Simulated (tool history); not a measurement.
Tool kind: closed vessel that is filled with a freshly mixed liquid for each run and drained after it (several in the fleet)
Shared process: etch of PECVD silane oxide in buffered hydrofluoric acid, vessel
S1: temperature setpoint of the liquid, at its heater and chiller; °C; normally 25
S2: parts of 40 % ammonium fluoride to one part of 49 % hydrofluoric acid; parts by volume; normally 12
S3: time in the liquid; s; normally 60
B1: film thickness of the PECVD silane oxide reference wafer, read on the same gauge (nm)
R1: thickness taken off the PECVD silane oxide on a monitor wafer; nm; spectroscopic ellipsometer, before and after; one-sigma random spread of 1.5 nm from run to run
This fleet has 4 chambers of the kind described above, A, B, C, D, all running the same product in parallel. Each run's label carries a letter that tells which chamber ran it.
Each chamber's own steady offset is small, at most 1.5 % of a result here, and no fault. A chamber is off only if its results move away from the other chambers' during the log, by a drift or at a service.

run   hour  S1  S2  S3      B1      R1
 1C   10.9  25  12  60  150.04  238.99
 2A   25.6  25  12  60  149.99  236.92
 3D   38.8  25  12  60  150.01  238.23
 4B   51.5  25  12  60  150.03  233.41
 5C   58.9  25  12  60  149.99  237.91
 6A   69.8  25  12  60  149.99  240.70
 7D   81.1  25  12  60  150.00  238.17
      85.7  -- chamber B: hydrofluoric acid flow meter replaced
 8B   92.8  20   9  60  150.00  230.21
 9D  103.9  20   9  60  149.99  231.56
10B  115.5  20   9  60  149.97  230.93
11A  127.8  20   9  60  150.00  228.65
12C  141.2  25  12  60  149.99  238.16
13A  150.4  25  12  60  150.04  239.01
14D  164.9  25  10  75  149.96  356.30
15B  173.1  25  10  75  150.00  348.22
16C  185.7  25  10  75  149.97  350.67
17A  196.5  25  10  75  149.99  359.71
18B  204.7  29   9  60  150.01  367.91
19D  216.0  29   9  60  149.99  392.15
20C  226.0  29   9  60  150.02  374.56
21C  241.1  29   9  60  150.01  379.45
22D  249.6  25  12  60  150.01  246.44
23B  260.4  25  12  60  150.00  234.95
24A  274.0  25  12  60  150.00  241.28

Does one chamber stand apart from the rest, does the shared gauge drift, or is all well apart from small per-chamber offsets? Give the chamber and the most likely cause, where there is one.

Little by little, chamber D moves away from the other chambers.
Cause: liquid hotter than its thermometer reads (K) = 0.747.
With only this log, it may be confused with: hydrofluoric acid flow above the setpoint (%).

Below are 4 candidate recipes for chamber D's next run, each the usual settings with a change, their results shown as question marks. Which of them brings D's results back in line with what the other chambers give on the usual settings?
In-line tolerance around the mean of the other chambers on the usual settings: R1 5.20 nm
25D-1  285.3  25  12.0  55       ?
25D-2  285.3  25  11.5  60       ?
25D-3  285.3  25  12.0  65       ?
25D-4  285.3  24  12.0  60       ?

The mean the other chambers reach with the usual settings: R1 237.40 nm
  run      R1
25D-1  227.86
25D-2  259.06
25D-3  269.29
25D-4  235.23
The answer is 25D-4, which returns the chamber to within the allowed miss of the others.
